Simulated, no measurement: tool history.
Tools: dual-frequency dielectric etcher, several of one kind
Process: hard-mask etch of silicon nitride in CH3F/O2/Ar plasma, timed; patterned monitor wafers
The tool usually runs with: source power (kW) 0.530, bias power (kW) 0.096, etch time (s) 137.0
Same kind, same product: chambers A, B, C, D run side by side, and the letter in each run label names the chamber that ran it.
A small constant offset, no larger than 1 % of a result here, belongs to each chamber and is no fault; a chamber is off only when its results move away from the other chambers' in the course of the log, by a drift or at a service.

run,day,source power (kW),bias power (kW),etch time (s),"read-back reference wafer on the same gauge, depth_nm",mean etch depth across the wafer (Å)
1C,0.329,0.530,0.096,137.0,107.07,1172.80
# day 0.683: chamber B: wet clean of the chamber
2B,0.733,0.530,0.096,137.0,106.98,1166.10
3D,1.058,0.530,0.096,137.0,107.10,1173.90
4A,1.288,0.530,0.096,137.0,106.94,1170.60
5A,1.579,0.530,0.096,137.0,107.15,1183.70
6B,1.892,0.530,0.096,137.0,106.96,1168.40
7C,2.162,0.530,0.096,137.0,106.93,1183.20
8D,2.550,0.530,0.096,137.0,106.92,1185.30
9A,2.929,0.530,0.096,137.0,106.92,1177.00
10D,3.217,0.530,0.096,137.0,107.04,1185.90
11C,3.600,0.530,0.096,123.5,107.04,1061.70
12B,4.017,0.530,0.096,123.5,107.07,1059.60
13B,4.333,0.530,0.096,123.5,106.91,1058.50
14C,4.567,0.530,0.096,123.5,106.94,1061.60
15D,4.954,0.530,0.096,137.0,106.91,1175.70
16A,5.367,0.530,0.096,137.0,107.00,1171.90
17A,5.750,0.530,0.096,137.0,107.00,1161.50
18C,5.971,0.530,0.096,137.0,106.85,1177.80
# day 6.042: chamber D: wet clean of the chamber
19B,6.233,0.530,0.096,137.0,106.80,1170.10
20D,6.612,0.530,0.096,116.0,106.99,994.91
# day 6.938: chamber A: wet clean of the chamber
21A,7.050,0.530,0.096,116.0,106.93,988.02
22D,7.271,0.530,0.096,116.0,107.05,995.76
23B,7.558,0.530,0.096,116.0,107.05,996.67
24C,7.825,0.530,0.096,137.0,107.05,1188.50
# day 7.921: chamber C: wet clean of the chamber
25A,8.029,0.530,0.096,137.0,107.02,1174.50
26B,8.312,0.410,0.096,116.0,106.90,903.09
27C,8.746,0.410,0.096,116.0,106.94,910.02
28D,8.946,0.410,0.096,116.0,106.91,914.93
29D,9.262,0.410,0.096,116.0,106.98,906.63
30C,9.571,0.530,0.096,137.0,107.10,1186.80
31A,10.008,0.530,0.096,137.0,107.01,1165.10
32B,10.217,0.530,0.096,137.0,107.07,1178.40
33B,10.592,0.530,0.096,137.0,107.12,1175.90
34A,10.879,0.470,0.084,137.0,107.10,1059.70
35D,11.225,0.470,0.084,137.0,107.00,1076.30
36C,11.458,0.470,0.084,137.0,106.94,1076.80
37C,11.696,0.470,0.084,137.0,106.93,1081.30
38B,12.092,0.530,0.096,137.0,107.04,1169.10
39A,12.488,0.530,0.096,137.0,107.00,1171.30
40D,12.812,0.530,0.096,137.0,106.81,1180.00
41A,13.225,0.530,0.096,137.0,107.08,1167.20

Is one chamber out of step, is the gauge drifting, or do the chambers differ by no more than their own small offsets? For an off chamber, give its letter and the likeliest cause.

No chamber stands off beyond its own small offset, and the gauge holds steady.

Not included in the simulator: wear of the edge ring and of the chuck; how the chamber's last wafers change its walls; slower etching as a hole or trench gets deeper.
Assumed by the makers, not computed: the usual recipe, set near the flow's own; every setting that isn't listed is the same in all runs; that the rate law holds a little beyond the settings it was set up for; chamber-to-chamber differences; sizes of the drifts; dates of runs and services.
